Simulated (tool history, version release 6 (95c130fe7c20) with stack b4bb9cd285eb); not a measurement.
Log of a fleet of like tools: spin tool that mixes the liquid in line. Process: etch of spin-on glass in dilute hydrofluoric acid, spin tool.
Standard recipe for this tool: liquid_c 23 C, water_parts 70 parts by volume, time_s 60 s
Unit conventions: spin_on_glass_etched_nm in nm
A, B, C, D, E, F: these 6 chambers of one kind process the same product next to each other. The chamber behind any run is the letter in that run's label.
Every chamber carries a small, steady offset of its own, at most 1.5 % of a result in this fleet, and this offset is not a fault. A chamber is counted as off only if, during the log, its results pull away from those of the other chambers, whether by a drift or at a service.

run	hour	liquid_c	water_parts	time_s	read-back film thickness of the spin-on glass reference wafer, read on the same gauge (nm)	spin_on_glass_etched_nm
1B	8.8	23	70	60	60.028	27.292
2C	17.1	23	70	60	59.975	27.425
3A	25.5	23	70	60	60.05	27.326
4F	34	23	70	60	59.977	27.009
5E	42	23	70	60	59.973	27.232
6D	50	23	70	60	59.982	27.068
7C	56.1	23	70	60	59.978	27.474
8F	64.2	23	70	60	60.005	27.161
9A	70.3	23	70	60	60.003	27.448
10D	76	23	70	60	59.974	27.097
11B	82.2	23	70	60	60.011	27.088
12E	87.9	23	70	60	59.987	27.074
13B	98.9	23	70	60	59.982	27.219
14A	105.9	23	70	60	59.988	27.335
15C	115.9	23	70	60	59.996	27.492
16F	123.1	23	70	60	59.987	27.22
17E	131.2	20.5	70	45	60.031	18.441
18D	141.6	20.5	70	45	59.975	18.449
# hour 147: chamber C: thermometer replaced
19F	149.9	20.5	70	45	60.052	18.396
20D	159.2	20.5	70	45	59.99	18.505
21C	164.5	20.5	70	45	60.003	18.576
22E	169.5	20.5	70	45	59.982	18.431
23A	179	23	70	60	59.959	27.275
# hour 181.9: chamber D: hydrofluoric acid flow meter replaced
24B	184.5	23	70	60	59.997	27.189
25C	190.9	23	70	60	60.011	27.339
# hour 198.7: chamber B: thermometer replaced
26A	201.9	23	70	60	59.993	27.231
27E	211	23	70	60	60.008	27.25
28D	216.2	23	70	60	60.008	27.055
29F	222.9	23	70	60	60.006	27.14
30B	232.4	23	70	60	59.98	27.338
31B	239.4	23	70	60	59.964	27.331
32D	247	23	70	60	59.994	26.897
33F	256.3	23	70	60	60.038	27.353
34A	262.8	23	70	60	60.012	27.24
35E	270.5	23	70	60	60.021	27.304
36C	278.6	23	70	50	59.986	22.869
37D	289.2	23	70	50	59.994	22.547
# hour 290.9: chamber E: thermometer replaced
38F	297.2	23	70	50	60.005	22.764
39C	307.1	23	70	50	59.98	22.722
40A	315.5	23	70	50	59.974	22.815
41B	320.7	23	70	50	59.983	22.775
42E	330.4	23	70	60	60.001	27.247
43C	339.6	23	70	60	59.971	27.423

Is one chamber off against the others, does the gauge drift, or is nothing wrong? If a chamber is off, say which, and what the likeliest cause is.

All chambers stay in line apart from their small fixed offsets, and the gauge does not drift.

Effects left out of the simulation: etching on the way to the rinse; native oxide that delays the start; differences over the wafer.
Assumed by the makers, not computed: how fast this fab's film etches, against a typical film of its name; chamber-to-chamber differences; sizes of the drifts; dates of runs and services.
